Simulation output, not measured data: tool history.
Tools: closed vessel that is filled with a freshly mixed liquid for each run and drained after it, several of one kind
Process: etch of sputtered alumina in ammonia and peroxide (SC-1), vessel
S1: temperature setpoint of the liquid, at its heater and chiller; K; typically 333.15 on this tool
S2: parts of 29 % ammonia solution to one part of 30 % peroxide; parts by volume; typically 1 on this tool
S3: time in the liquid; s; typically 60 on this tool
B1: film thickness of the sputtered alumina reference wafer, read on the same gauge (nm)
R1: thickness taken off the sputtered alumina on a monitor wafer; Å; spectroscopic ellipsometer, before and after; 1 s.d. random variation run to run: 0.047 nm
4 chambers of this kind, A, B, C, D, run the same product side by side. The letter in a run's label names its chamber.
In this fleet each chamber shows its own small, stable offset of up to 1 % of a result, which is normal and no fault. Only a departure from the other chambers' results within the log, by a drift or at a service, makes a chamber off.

run    day      S1  S2  S3      B1       R1
 1A  0.154  333.15   1  60  89.993   87.452
 2D  0.300  333.15   1  60  90.065   86.388
 3B  0.429  333.15   1  60  89.963   86.611
 4C  0.529  333.15   1  60  89.981   87.373
 5A  0.617  333.15   1  60  89.985   87.538
 6C  0.783  333.15   1  60  89.973   86.160
 7B  0.900  333.15   1  60  90.002   85.536
 8D  1.071  333.15   1  60  90.013   87.085
 9B  1.162  333.15   1  60  90.006   85.711
10C  1.300  333.15   1  60  90.008   86.841
11D  1.458  333.15   1  60  89.985   87.345
12A  1.621  333.15   1  60  89.955   87.573
13D  1.779  333.15   1  60  90.014   86.353
14A  1.942  333.15   1  60  90.003   88.766
15C  2.029  333.15   1  60  90.032   87.231
16B  2.112  333.15   1  60  90.057   85.533
17A  2.267  333.15   1  60  90.000   89.289
18B  2.367  333.15   1  60  89.995   86.528
19C  2.492  333.15   1  60  90.013   86.778
     2.538  -- chamber A: new drum of ammonia solution connected
20D  2.671  333.15   1  60  89.987   86.417
21C  2.771  341.15   1  60  90.024  130.690
22A  2.942  341.15   1  60  89.985  134.090
23D  3.033  341.15   1  60  90.006  128.380
24B  3.204  341.15   1  60  90.051  129.040
25A  3.375  333.15   1  60  89.943   92.473
26B  3.492  333.15   1  60  89.990   86.898
27D  3.654  333.15   1  60  90.008   86.112
28C  3.796  333.15   1  60  89.974   86.765

The same settings go to every chamber for the next run, one line per chamber below. Forecast the results for each:
29A  3.929  333.15   1  75       ?
29B  3.929  333.15   1  75       ?
29C  3.929  333.15   1  75       ?
29D  3.929  333.15   1  75       ?

run       R1
29A  118.000
29B  107.600
29C  107.790
29D  107.950
